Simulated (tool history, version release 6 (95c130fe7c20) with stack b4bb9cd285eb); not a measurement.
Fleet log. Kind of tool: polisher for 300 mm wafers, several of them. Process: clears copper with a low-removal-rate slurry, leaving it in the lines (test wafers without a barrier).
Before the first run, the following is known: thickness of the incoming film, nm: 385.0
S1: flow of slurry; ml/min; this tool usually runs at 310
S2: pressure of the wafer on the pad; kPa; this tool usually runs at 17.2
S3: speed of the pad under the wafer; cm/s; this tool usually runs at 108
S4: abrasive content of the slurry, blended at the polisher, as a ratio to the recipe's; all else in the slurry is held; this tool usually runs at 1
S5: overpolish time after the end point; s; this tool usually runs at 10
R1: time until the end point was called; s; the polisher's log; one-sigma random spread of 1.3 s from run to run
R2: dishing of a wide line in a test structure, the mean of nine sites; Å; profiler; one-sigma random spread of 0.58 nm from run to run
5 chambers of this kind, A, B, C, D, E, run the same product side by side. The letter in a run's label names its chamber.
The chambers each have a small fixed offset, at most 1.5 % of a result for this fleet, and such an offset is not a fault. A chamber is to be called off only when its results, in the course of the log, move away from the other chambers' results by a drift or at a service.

run   hour   S1    S2   S3  S4  S5      R1      R2
 1A    5.6  310  17.2  108   1  10  121.56  238.49
 2E   15.3  310  17.2  108   1  10   120.6   239.7
      18.7  -- chamber D: worn pad replaced by a new one
 3C   21.2  310  17.2  108   1  10  119.75  238.53
 4B     33  310  17.2  108   1  10  120.38  240.16
 5D   44.2  310  17.2  108   1  10  123.39  241.65
 6B     52  310  17.2  108   1  10  119.65  237.32
 7C   59.2  310  17.2  108   1  10  124.84  237.29
      62.2  -- chamber C: worn pad replaced by a new one
      64.5  -- chamber A: head pressure recalibrated
      65.7  -- chamber C: slurry blender recalibrated
 8D   70.5  310  17.2  108   1  10  121.26  236.42
 9E   78.4  310  17.2  108   1  10  121.91   236.3
10A     89  310  17.2   72   1   5  178.81  83.961
        96  -- chamber B: worn pad replaced by a new one
      99.1  -- chamber A: slurry blender recalibrated
11A   99.5  310  17.2   72   1   5  177.22  80.486
12C  109.5  310  17.2   72   1   5   181.5  82.881
13D  115.9  310  17.2   72   1   5  182.43  81.296
14E  124.2  310  17.2   72   1   5   181.5   84.92
15B  135.8  310  17.2  108   1  10  119.44  243.73
16A  142.2  310  17.2  108   1  10  119.62  232.54
     151.4  -- chamber D: slurry blender recalibrated
17E    154  310  17.2  108   1  10  122.61  233.44
18D  164.4  310  17.2  108   1  10  123.17  237.56
19B  169.9  310  17.2  108   1  10   119.6  222.16
20C  176.1  380  17.2  108   1  10  120.49  239.47
     178.3  -- chamber A: worn pad replaced by a new one
21C  184.7  380  17.2  108   1  10  120.44  241.43
22B  192.1  380  17.2  108   1  10  115.95  241.71
23A  201.9  380  17.2  108   1  10  117.49  238.73
24E  207.4  380  17.2  108   1  10  124.28  221.03
25D  215.7  310  17.2  108   1  10  120.05  233.25
     221.4  -- chamber E: head pressure recalibrated
26D  226.2  310  17.2  108   1  10  122.33  232.21
     227.6  -- chamber C: slurry nozzle cleaned
27B  236.6  310  17.2  108   1  10  116.05  240.55
28C  246.7  310  17.2  108   1  10  124.37  236.72
     252.7  -- chamber C: worn pad replaced by a new one
29A  253.8  310  17.2  124   1  10  104.45  262.77
30E  262.2  310  17.2  124   1  10  113.08  235.93
31A  269.5  310  17.2  124   1  10  104.48  253.49
32B  281.9  310  17.2  124   1  10  101.24  266.09
33D  292.6  310  17.2  124   1  10   104.5  265.13
34C  299.2  310  17.2   80   1  14  162.17  234.96

Predict what each chamber gives when all 5 of them run the settings below next.
35A  308.1  310  17.2  108   1  10   ?   ?
35B  308.1  310  17.2  108   1  10   ?   ?
35C  308.1  310  17.2  108   1  10   ?   ?
35D  308.1  310  17.2  108   1  10   ?   ?
35E  308.1  310  17.2  108   1  10   ?   ?

run      R1      R2
35A  119.17  237.46
35B  118.81  244.77
35C  120.32     238
35D  122.22  229.33
35E  135.91  214.22
